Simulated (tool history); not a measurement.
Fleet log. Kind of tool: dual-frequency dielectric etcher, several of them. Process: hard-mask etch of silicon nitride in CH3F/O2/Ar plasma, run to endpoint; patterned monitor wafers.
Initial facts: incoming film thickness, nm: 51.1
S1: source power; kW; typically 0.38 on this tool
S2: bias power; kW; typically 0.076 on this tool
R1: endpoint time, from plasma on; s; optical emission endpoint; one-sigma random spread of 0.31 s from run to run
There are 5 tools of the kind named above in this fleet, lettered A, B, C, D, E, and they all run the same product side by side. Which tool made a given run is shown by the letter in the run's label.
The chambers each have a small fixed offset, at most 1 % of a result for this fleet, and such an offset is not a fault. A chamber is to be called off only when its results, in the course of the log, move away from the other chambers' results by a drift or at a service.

{"run": "1C", "day": 0.425, "S1": 0.38, "S2": 0.076, "R1": 73.601}
{"run": "2D", "day": 0.725, "S1": 0.38, "S2": 0.076, "R1": 73.275}
{"run": "3E", "day": 1.167, "S1": 0.38, "S2": 0.076, "R1": 74.012}
{"day": 1.542, "done": "chamber E: wet clean of the chamber"}
{"run": "4B", "day": 1.658, "S1": 0.38, "S2": 0.076, "R1": 74.913}
{"run": "5A", "day": 1.921, "S1": 0.38, "S2": 0.076, "R1": 73.851}
{"run": "6C", "day": 2.25, "S1": 0.38, "S2": 0.076, "R1": 73.597}
{"run": "7D", "day": 2.5, "S1": 0.38, "S2": 0.076, "R1": 73.76}
{"run": "8E", "day": 2.95, "S1": 0.38, "S2": 0.076, "R1": 73.796}
{"run": "9A", "day": 3.408, "S1": 0.38, "S2": 0.076, "R1": 73.791}
{"day": 3.808, "done": "chamber C: wet clean of the chamber"}
{"run": "10B", "day": 3.904, "S1": 0.38, "S2": 0.076, "R1": 74.651}
{"run": "11C", "day": 4.358, "S1": 0.38, "S2": 0.076, "R1": 73.296}
{"run": "12A", "day": 4.692, "S1": 0.38, "S2": 0.059, "R1": 81.152}
{"run": "13D", "day": 5.025, "S1": 0.38, "S2": 0.059, "R1": 80.675}
{"day": 5.375, "done": "chamber B: bias power generator calibrated"}
{"run": "14E", "day": 5.475, "S1": 0.38, "S2": 0.059, "R1": 80.096}
{"run": "15B", "day": 5.779, "S1": 0.38, "S2": 0.059, "R1": 81.526}
{"day": 6.15, "done": "chamber B: wet clean of the chamber"}
{"run": "16D", "day": 6.158, "S1": 0.38, "S2": 0.059, "R1": 80.552}
{"run": "17E", "day": 6.433, "S1": 0.38, "S2": 0.076, "R1": 73.869}
{"run": "18A", "day": 6.738, "S1": 0.38, "S2": 0.076, "R1": 73.654}
{"run": "19B", "day": 7.096, "S1": 0.38, "S2": 0.076, "R1": 74.821}
{"day": 7.104, "done": "chamber E: bias power generator calibrated"}
{"run": "20C", "day": 7.492, "S1": 0.38, "S2": 0.076, "R1": 73.391}
{"run": "21B", "day": 7.879, "S1": 0.38, "S2": 0.076, "R1": 75.082}
{"run": "22D", "day": 8.112, "S1": 0.38, "S2": 0.076, "R1": 73.171}
{"run": "23A", "day": 8.508, "S1": 0.38, "S2": 0.076, "R1": 73.677}
{"run": "24E", "day": 8.958, "S1": 0.38, "S2": 0.076, "R1": 73.789}
{"run": "25C", "day": 9.454, "S1": 0.38, "S2": 0.076, "R1": 73.774}
{"run": "26A", "day": 9.821, "S1": 0.38, "S2": 0.093, "R1": 69.024}
{"run": "27D", "day": 10.054, "S1": 0.38, "S2": 0.093, "R1": 67.366}
{"run": "28E", "day": 10.438, "S1": 0.38, "S2": 0.093, "R1": 68.419}
{"run": "29C", "day": 10.812, "S1": 0.38, "S2": 0.093, "R1": 68.406}
{"run": "30B", "day": 11.279, "S1": 0.38, "S2": 0.093, "R1": 69.751}
{"run": "31B", "day": 11.725, "S1": 0.38, "S2": 0.076, "R1": 74.89}
{"run": "32C", "day": 11.979, "S1": 0.43, "S2": 0.094, "R1": 65.031}
{"run": "33E", "day": 12.312, "S1": 0.43, "S2": 0.094, "R1": 65.715}
{"run": "34D", "day": 12.738, "S1": 0.43, "S2": 0.094, "R1": 62.66}
{"run": "35A", "day": 13.008, "S1": 0.43, "S2": 0.094, "R1": 65.509}
{"day": 13.275, "done": "chamber A: wet clean of the chamber"}
{"run": "36D", "day": 13.404, "S1": 0.43, "S2": 0.094, "R1": 62.674}
{"run": "37C", "day": 13.8, "S1": 0.38, "S2": 0.076, "R1": 73.922}
{"run": "38E", "day": 14.05, "S1": 0.38, "S2": 0.076, "R1": 74.006}
{"run": "39B", "day": 14.288, "S1": 0.38, "S2": 0.076, "R1": 74.611}
{"run": "40A", "day": 14.612, "S1": 0.38, "S2": 0.076, "R1": 73.843}

Read the log: is a single chamber off, either drifting away or since a service, is the gauge that measures every chamber drifting, or is nothing wrong beyond small per-chamber offsets? Name any odd chamber and what most likely caused it.

It is chamber D that slowly wanders off from its peers.
What lies behind it: etch rate over this chamber's usual, % = 4.41.

Which of the 4 candidates below, each the usual settings with something changed and its results left as question marks, puts chamber D back in line with what the other chambers give on the usual settings?
In line means no further than this from the other chambers' mean on the usual settings: R1 1.1 s
{"run": "41D-1", "day": 14.975, "S1": 0.38, "S2": 0.072, "R1": "?"}
{"run": "41D-2", "day": 14.975, "S1": 0.35, "S2": 0.072, "R1": "?"}
{"run": "41D-3", "day": 14.975, "S1": 0.43, "S2": 0.076, "R1": "?"}
{"run": "41D-4", "day": 14.975, "S1": 0.4, "S2": 0.076, "R1": "?"}

Other chambers, usual settings, mean: R1 73.941 s
run=41D-1 R1=71.848
run=41D-2 R1=74.122
run=41D-3 R1=67.287
run=41D-4 R1=69.154
The answer is 41D-2, which returns the chamber to within the allowed miss of the others.

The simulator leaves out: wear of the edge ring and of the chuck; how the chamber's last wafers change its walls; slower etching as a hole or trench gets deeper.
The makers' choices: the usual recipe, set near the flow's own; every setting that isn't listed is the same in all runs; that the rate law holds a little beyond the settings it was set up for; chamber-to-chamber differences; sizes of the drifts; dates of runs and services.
